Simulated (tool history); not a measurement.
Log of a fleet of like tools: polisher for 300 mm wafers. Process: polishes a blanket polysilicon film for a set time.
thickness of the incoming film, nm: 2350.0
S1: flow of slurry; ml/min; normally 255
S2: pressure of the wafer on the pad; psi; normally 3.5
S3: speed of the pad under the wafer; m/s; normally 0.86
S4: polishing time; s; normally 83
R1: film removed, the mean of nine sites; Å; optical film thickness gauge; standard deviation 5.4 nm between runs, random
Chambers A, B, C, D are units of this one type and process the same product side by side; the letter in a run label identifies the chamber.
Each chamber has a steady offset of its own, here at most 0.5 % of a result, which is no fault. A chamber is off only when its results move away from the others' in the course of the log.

run	hour	S1	S2	S3	S4	R1
1D	12.5	255	3.5	0.86	83	8865.2
2C	20.5	255	3.5	0.86	83	8983.7
# hour 30.4: chamber C: worn pad replaced by a new one
3A	31.3	255	3.5	0.86	83	8874.5
4B	38.6	255	3.5	0.86	83	8855.6
5C	49.2	255	3.5	0.86	83	8888.8
6A	60.8	255	3.5	0.86	83	8939.7
7D	71.8	255	3.5	0.86	83	8821.4
8B	79.8	255	3.5	0.86	61	6498.1
9D	86.0	255	3.5	0.86	61	6467.1
10B	97.5	255	3.5	0.86	61	6599.3
# hour 98.3: chamber B: worn pad replaced by a new one
11C	109.3	255	3.5	0.86	61	6591.9
12A	121.5	255	3.5	0.86	83	8822.7
# hour 125.1: chamber D: slurry nozzle cleaned
13B	131.8	255	3.5	0.86	83	8821.1
# hour 132.0: chamber A: worn pad replaced by a new one
14D	143.7	255	3.5	0.86	83	8772.8
15A	149.7	255	3.5	0.86	83	8908.7
16C	159.2	215	3.5	0.86	83	8666.3
# hour 165.1: chamber C: worn pad replaced by a new one
# hour 170.4: chamber C: head pressure recalibrated
17B	170.6	215	3.5	0.86	83	8752.7
18A	178.4	215	3.5	0.86	83	8749.7
19C	188.2	215	3.5	0.86	83	8751.3
20D	198.7	320	3.5	0.64	83	6458.8
21C	209.3	320	3.5	0.64	83	6715.4
22A	220.9	320	3.5	0.64	83	6735.8
# hour 222.8: chamber B: worn pad replaced by a new one
23B	227.7	320	3.5	0.64	83	6786.1
24D	234.6	255	3.5	0.86	83	8524.5
25C	241.4	255	3.5	0.86	83	8902.3
26D	250.5	255	3.5	0.86	108	10896.0
27A	260.5	255	3.5	0.86	108	11472.0
28B	270.7	255	3.5	0.86	108	11682.0
29D	278.0	255	3.5	0.86	108	10927.0
30A	287.3	255	3.5	0.86	83	8923.3
# hour 290.6: chamber C: worn pad replaced by a new one
31C	297.6	300	4.0	0.86	83	10356.0

Is one chamber off against the others, does the gauge drift, or is nothing wrong? If a chamber is off, say which, and what the likeliest cause is.

Little by little, chamber D moves away from the other chambers.
What lies behind it: removal rate lost through wear of the pad, % = 7.28.
Not necessarily distinguishable in this log from: head's pressure below its setpoint, %.

Here are 4 candidates for chamber D's next run, each the usual settings with a change, their results left as question marks. Which one brings its results back in line with what the others give on the usual settings?
In line here means within this much of the mean the other chambers give on the usual settings: R1 190.0 Å
32D-1	306.8	255	3.6	0.86	87	?
32D-2	306.8	255	3.4	0.84	81	?
32D-3	306.8	255	3.6	0.90	87	?
32D-4	306.8	255	3.5	0.82	78	?

Usual-settings mean across the other chambers: R1 8886.6 Å
run	R1
32D-1	8913.4
32D-2	7658.0
32D-3	9334.2
32D-4	7405.1
The answer is 32D-1, which returns the chamber to within the allowed miss of the others.
